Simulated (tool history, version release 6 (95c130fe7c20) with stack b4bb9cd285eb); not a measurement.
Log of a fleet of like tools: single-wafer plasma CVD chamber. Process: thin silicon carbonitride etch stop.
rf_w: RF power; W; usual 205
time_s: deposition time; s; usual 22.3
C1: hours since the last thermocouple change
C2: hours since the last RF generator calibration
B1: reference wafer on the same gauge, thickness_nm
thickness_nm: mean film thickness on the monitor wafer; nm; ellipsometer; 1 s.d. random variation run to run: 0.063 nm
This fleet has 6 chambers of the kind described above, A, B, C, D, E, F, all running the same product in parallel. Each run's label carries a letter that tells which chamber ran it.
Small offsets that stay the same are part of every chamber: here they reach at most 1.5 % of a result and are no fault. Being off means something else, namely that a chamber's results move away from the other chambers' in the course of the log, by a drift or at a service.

run 1E hour=4.1 | rf_w=205 time_s=22.3 | C1=3283.8 C2=1477.2 | B1=12.590 | thickness_nm=12.866
run 2A hour=7.8 | rf_w=205 time_s=22.3 | C1=288.9 C2=192.5 | B1=12.594 | thickness_nm=12.712
run 3C hour=13.7 | rf_w=205 time_s=22.3 | C1=258.1 C2=2154.2 | B1=12.599 | thickness_nm=12.582
run 4B hour=20.9 | rf_w=205 time_s=22.3 | C1=1450.8 C2=788.6 | B1=12.608 | thickness_nm=12.943
run 5F hour=25.3 | rf_w=205 time_s=22.3 | C1=1611.4 C2=632.7 | B1=12.607 | thickness_nm=12.857
run 6D hour=31.3 | rf_w=205 time_s=22.3 | C1=2556.4 C2=439.8 | B1=12.602 | thickness_nm=12.776
-- hour=33.5 chamber E: thermocouple changed; heater temperature recalibrated
run 7D hour=38.6 | rf_w=205 time_s=22.3 | C1=2563.7 C2=447.1 | B1=12.598 | thickness_nm=12.811
run 8E hour=43.2 | rf_w=205 time_s=22.3 | C1=9.8 C2=1516.3 | B1=12.609 | thickness_nm=12.970
run 9A hour=46.8 | rf_w=205 time_s=22.3 | C1=327.9 C2=231.5 | B1=12.601 | thickness_nm=12.674
run 10F hour=53.7 | rf_w=205 time_s=22.3 | C1=1639.8 C2=661.1 | B1=12.610 | thickness_nm=12.762
run 11C hour=57.2 | rf_w=205 time_s=22.3 | C1=301.6 C2=2197.7 | B1=12.599 | thickness_nm=12.651
run 12B hour=61.6 | rf_w=205 time_s=22.3 | C1=1491.5 C2=829.3 | B1=12.597 | thickness_nm=12.895
run 13A hour=68.0 | rf_w=205 time_s=22.3 | C1=349.1 C2=252.7 | B1=12.597 | thickness_nm=12.713
run 14F hour=71.8 | rf_w=205 time_s=22.3 | C1=1657.9 C2=679.2 | B1=12.597 | thickness_nm=12.884
run 15D hour=79.1 | rf_w=230 time_s=18.9 | C1=2604.2 C2=487.6 | B1=12.590 | thickness_nm=11.239
run 16C hour=83.0 | rf_w=230 time_s=18.9 | C1=327.4 C2=2223.5 | B1=12.608 | thickness_nm=11.136
run 17B hour=89.3 | rf_w=230 time_s=18.9 | C1=1519.2 C2=857.0 | B1=12.583 | thickness_nm=11.224
run 18E hour=94.4 | rf_w=230 time_s=18.9 | C1=61.0 C2=1567.5 | B1=12.594 | thickness_nm=11.445
run 19B hour=100.2 | rf_w=230 time_s=18.9 | C1=1530.1 C2=867.9 | B1=12.613 | thickness_nm=11.194
run 20F hour=104.6 | rf_w=230 time_s=18.9 | C1=1690.7 C2=712.0 | B1=12.609 | thickness_nm=11.242
run 21C hour=109.7 | rf_w=205 time_s=22.3 | C1=354.1 C2=2250.2 | B1=12.583 | thickness_nm=12.543
run 22E hour=114.5 | rf_w=205 time_s=22.3 | C1=81.1 C2=1587.6 | B1=12.600 | thickness_nm=12.974
run 23D hour=120.8 | rf_w=205 time_s=22.3 | C1=2645.9 C2=529.3 | B1=12.607 | thickness_nm=12.834
run 24A hour=127.7 | rf_w=240 time_s=25.9 | C1=408.8 C2=312.4 | B1=12.594 | thickness_nm=15.607
run 25C hour=132.4 | rf_w=240 time_s=25.9 | C1=376.8 C2=2272.9 | B1=12.593 | thickness_nm=15.345
run 26E hour=138.9 | rf_w=240 time_s=25.9 | C1=105.5 C2=1612.0 | B1=12.586 | thickness_nm=15.739
run 27A hour=142.8 | rf_w=240 time_s=25.9 | C1=423.9 C2=327.5 | B1=12.605 | thickness_nm=15.464
run 28B hour=150.0 | rf_w=240 time_s=25.9 | C1=1579.9 C2=917.7 | B1=12.591 | thickness_nm=15.795
run 29F hour=153.5 | rf_w=240 time_s=25.9 | C1=1739.6 C2=760.9 | B1=12.596 | thickness_nm=15.544
run 30D hour=157.5 | rf_w=205 time_s=22.3 | C1=2682.6 C2=566.0 | B1=12.617 | thickness_nm=12.740
run 31F hour=164.3 | rf_w=205 time_s=22.3 | C1=1750.4 C2=771.7 | B1=12.593 | thickness_nm=12.838
run 32E hour=170.8 | rf_w=205 time_s=22.3 | C1=137.4 C2=1643.9 | B1=12.602 | thickness_nm=12.990
run 33C hour=175.6 | rf_w=205 time_s=22.3 | C1=420.0 C2=2316.1 | B1=12.586 | thickness_nm=12.543
run 34B hour=182.3 | rf_w=190 time_s=22.3 | C1=1612.2 C2=950.0 | B1=12.601 | thickness_nm=12.467
run 35A hour=186.8 | rf_w=190 time_s=22.3 | C1=467.9 C2=371.5 | B1=12.603 | thickness_nm=12.420
run 36D hour=190.4 | rf_w=190 time_s=22.3 | C1=2715.5 C2=598.9 | B1=12.617 | thickness_nm=12.442
run 37F hour=196.0 | rf_w=190 time_s=22.3 | C1=1782.1 C2=803.4 | B1=12.591 | thickness_nm=12.647
run 38B hour=202.4 | rf_w=190 time_s=22.3 | C1=1632.3 C2=970.1 | B1=12.612 | thickness_nm=12.663
run 39C hour=206.6 | rf_w=190 time_s=22.3 | C1=451.0 C2=2347.1 | B1=12.575 | thickness_nm=12.368
run 40E hour=212.1 | rf_w=205 time_s=22.3 | C1=178.7 C2=1685.2 | B1=12.589 | thickness_nm=12.940
run 41A hour=218.1 | rf_w=235 time_s=26.6 | C1=499.2 C2=402.8 | B1=12.595 | thickness_nm=15.768
run 42D hour=223.9 | rf_w=235 time_s=26.6 | C1=2749.0 C2=632.4 | B1=12.591 | thickness_nm=15.902
run 43A hour=230.0 | rf_w=235 time_s=26.6 | C1=511.1 C2=414.7 | B1=12.592 | thickness_nm=15.756
run 44E hour=234.0 | rf_w=235 time_s=26.6 | C1=200.6 C2=1707.1 | B1=12.615 | thickness_nm=16.235

Predict what each chamber gives when all 6 of them run the settings below next.
run 45A hour=239.4 | rf_w=205 time_s=22.3 | thickness_nm=?
run 45B hour=239.4 | rf_w=205 time_s=22.3 | thickness_nm=?
run 45C hour=239.4 | rf_w=205 time_s=22.3 | thickness_nm=?
run 45D hour=239.4 | rf_w=205 time_s=22.3 | thickness_nm=?
run 45E hour=239.4 | rf_w=205 time_s=22.3 | thickness_nm=?
run 45F hour=239.4 | rf_w=205 time_s=22.3 | thickness_nm=?

run=45A thickness_nm=12.725
run=45B thickness_nm=12.899
run=45C thickness_nm=12.578
run=45D thickness_nm=12.805
run=45E thickness_nm=13.078
run=45F thickness_nm=12.767

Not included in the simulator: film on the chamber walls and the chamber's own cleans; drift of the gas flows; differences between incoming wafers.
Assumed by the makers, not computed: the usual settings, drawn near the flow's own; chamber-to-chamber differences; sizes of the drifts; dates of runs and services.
